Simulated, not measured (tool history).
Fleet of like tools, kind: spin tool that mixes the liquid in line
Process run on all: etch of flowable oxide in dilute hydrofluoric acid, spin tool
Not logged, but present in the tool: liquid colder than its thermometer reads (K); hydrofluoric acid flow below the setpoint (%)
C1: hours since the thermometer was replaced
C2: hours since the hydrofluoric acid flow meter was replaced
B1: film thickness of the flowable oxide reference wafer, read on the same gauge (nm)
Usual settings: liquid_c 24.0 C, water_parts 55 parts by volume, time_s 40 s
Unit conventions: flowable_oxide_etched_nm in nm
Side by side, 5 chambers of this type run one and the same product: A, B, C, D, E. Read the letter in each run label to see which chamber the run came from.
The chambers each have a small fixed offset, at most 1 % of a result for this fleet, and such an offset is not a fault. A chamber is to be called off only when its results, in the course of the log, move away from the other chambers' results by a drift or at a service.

Run 1A, hour 5.1: usual settings; C1 1070.7; C2 199.9; B1 30.013. Result: flowable_oxide_etched_nm 28.230 nm.
Run 2D, hour 13.4: usual settings; C1 860.5; C2 790.3; B1 29.987. Result: flowable_oxide_etched_nm 28.021 nm.
Run 3C, hour 23.9: usual settings; C1 732.9; C2 914.4; B1 29.974. Result: flowable_oxide_etched_nm 28.638 nm.
Run 4B, hour 33.6: usual settings; C1 775.3; C2 452.9; B1 30.038. Result: flowable_oxide_etched_nm 28.438 nm.
Run 5E, hour 43.6: usual settings; C1 1582.8; C2 1380.0; B1 30.039. Result: flowable_oxide_etched_nm 28.514 nm.
Run 6E, hour 50.5: usual settings; C1 1589.7; C2 1386.9; B1 30.035. Result: flowable_oxide_etched_nm 28.487 nm.
Run 7A, hour 56.3: usual settings; C1 1121.9; C2 251.1; B1 30.002. Result: flowable_oxide_etched_nm 27.683 nm.
Run 8D, hour 66.7: usual settings; C1 913.8; C2 843.6; B1 29.975. Result: flowable_oxide_etched_nm 27.958 nm.
Run 9C, hour 77.3: usual settings but water_parts 40 parts by volume, time_s 30 s; C1 786.3; C2 967.8; B1 30.030. Result: flowable_oxide_etched_nm 30.132 nm.
Run 10B, hour 82.0: usual settings but water_parts 40 parts by volume, time_s 30 s; C1 823.7; C2 501.3; B1 29.950. Result: flowable_oxide_etched_nm 30.087 nm.
At hour 84.7: chamber B: hydrofluoric acid flow meter replaced.
Run 11E, hour 89.9: usual settings but water_parts 40 parts by volume, time_s 30 s; C1 1629.1; C2 1426.3; B1 30.031. Result: flowable_oxide_etched_nm 29.678 nm.
Run 12B, hour 100.2: usual settings but water_parts 40 parts by volume, time_s 30 s; C1 841.9; C2 15.6; B1 30.021. Result: flowable_oxide_etched_nm 30.039 nm.
Run 13C, hour 108.9: usual settings but water_parts 40 parts by volume, time_s 30 s; C1 817.9; C2 999.4; B1 30.032. Result: flowable_oxide_etched_nm 29.861 nm.
Run 14D, hour 116.3: usual settings; C1 963.4; C2 893.2; B1 30.039. Result: flowable_oxide_etched_nm 28.393 nm.
Run 15A, hour 121.3: usual settings; C1 1186.9; C2 316.1; B1 29.942. Result: flowable_oxide_etched_nm 27.821 nm.
Run 16C, hour 126.7: usual settings; C1 835.7; C2 1017.2; B1 30.043. Result: flowable_oxide_etched_nm 28.382 nm.
Run 17D, hour 134.7: usual settings; C1 981.8; C2 911.6; B1 30.058. Result: flowable_oxide_etched_nm 28.291 nm.
Run 18E, hour 139.6: usual settings; C1 1678.8; C2 1476.0; B1 29.982. Result: flowable_oxide_etched_nm 27.791 nm.
Run 19B, hour 144.9: usual settings; C1 886.6; C2 60.3; B1 30.012. Result: flowable_oxide_etched_nm 28.487 nm.
Run 20A, hour 149.7: usual settings; C1 1215.3; C2 344.5; B1 29.996. Result: flowable_oxide_etched_nm 27.956 nm.
Run 21C, hour 155.3: usual settings; C1 864.3; C2 1045.8; B1 30.007. Result: flowable_oxide_etched_nm 28.727 nm.
Run 22B, hour 163.1: usual settings; C1 904.8; C2 78.5; B1 29.949. Result: flowable_oxide_etched_nm 28.548 nm.
Run 23D, hour 171.8: usual settings; C1 1018.9; C2 948.7; B1 30.020. Result: flowable_oxide_etched_nm 27.800 nm.
Run 24E, hour 178.1: usual settings; C1 1717.3; C2 1514.5; B1 29.965. Result: flowable_oxide_etched_nm 27.853 nm.
Run 25A, hour 184.3: usual settings; C1 1249.9; C2 379.1; B1 29.978. Result: flowable_oxide_etched_nm 28.339 nm.
Run 26B, hour 190.5: usual settings; C1 932.2; C2 105.9; B1 30.028. Result: flowable_oxide_etched_nm 28.336 nm.
Run 27D, hour 195.3: usual settings but liquid_c 25.5 C, water_parts 40 parts by volume; C1 1042.4; C2 972.2; B1 30.029. Result: flowable_oxide_etched_nm 41.943 nm.
Run 28C, hour 200.8: usual settings but liquid_c 25.5 C, water_parts 40 parts by volume; C1 909.8; C2 1091.3; B1 29.975. Result: flowable_oxide_etched_nm 42.065 nm.
Run 29A, hour 208.7: usual settings but liquid_c 25.5 C, water_parts 40 parts by volume; C1 1274.3; C2 403.5; B1 29.972. Result: flowable_oxide_etched_nm 42.172 nm.
Run 30E, hour 218.6: usual settings but liquid_c 25.5 C, water_parts 40 parts by volume; C1 1757.8; C2 1555.0; B1 29.965. Result: flowable_oxide_etched_nm 40.581 nm.
Run 31E, hour 224.2: usual settings but liquid_c 25.5 C, water_parts 40 parts by volume; C1 1763.4; C2 1560.6; B1 30.031. Result: flowable_oxide_etched_nm 40.726 nm.
Run 32C, hour 230.1: usual settings; C1 939.1; C2 1120.6; B1 29.971. Result: flowable_oxide_etched_nm 28.618 nm.
Run 33D, hour 235.5: usual settings; C1 1082.6; C2 1012.4; B1 30.021. Result: flowable_oxide_etched_nm 27.977 nm.
Run 34A, hour 242.4: usual settings; C1 1308.0; C2 437.2; B1 30.010. Result: flowable_oxide_etched_nm 28.216 nm.
Run 35B, hour 249.5: usual settings; C1 991.2; C2 164.9; B1 29.975. Result: flowable_oxide_etched_nm 28.236 nm.

Read the log: is a single chamber off, either drifting away or since a service, is the gauge that measures every chamber drifting, or is nothing wrong beyond small per-chamber offsets? Name any odd chamber and what most likely caused it.

One chamber, E, drifts off from the rest bit by bit.
What lies behind it: liquid colder than its thermometer reads (K) = 1.36.
The log might look much the same if the cause were instead: hydrofluoric acid flow below the setpoint (%).

Below are 4 candidate recipes for chamber E's next run, each the usual settings with a change, their results shown as question marks. Which of them brings E's results back in line with what the other chambers give on the usual settings?
Counts as in line when no further than this from what the other chambers average on the usual settings: flowable_oxide_etched_nm 0.680 nm
Run 36E-1, hour 257.1: usual settings but liquid_c 25.5 C. Result: flowable_oxide_etched_nm ?.
Run 36E-2, hour 257.1: usual settings but liquid_c 21.5 C. Result: flowable_oxide_etched_nm ?.
Run 36E-3, hour 257.1: usual settings but time_s 45 s. Result: flowable_oxide_etched_nm ?.
Run 36E-4, hour 257.1: usual settings but liquid_c 22.5 C. Result: flowable_oxide_etched_nm ?.

What the other chambers average on the usual settings: flowable_oxide_etched_nm 28.297 nm
  run  flowable_oxide_etched_nm
36E-1                    28.463
36E-2                    24.090
36E-3                    30.090
36E-4                    25.126
It is 36E-1 that realigns the chamber with its peers.
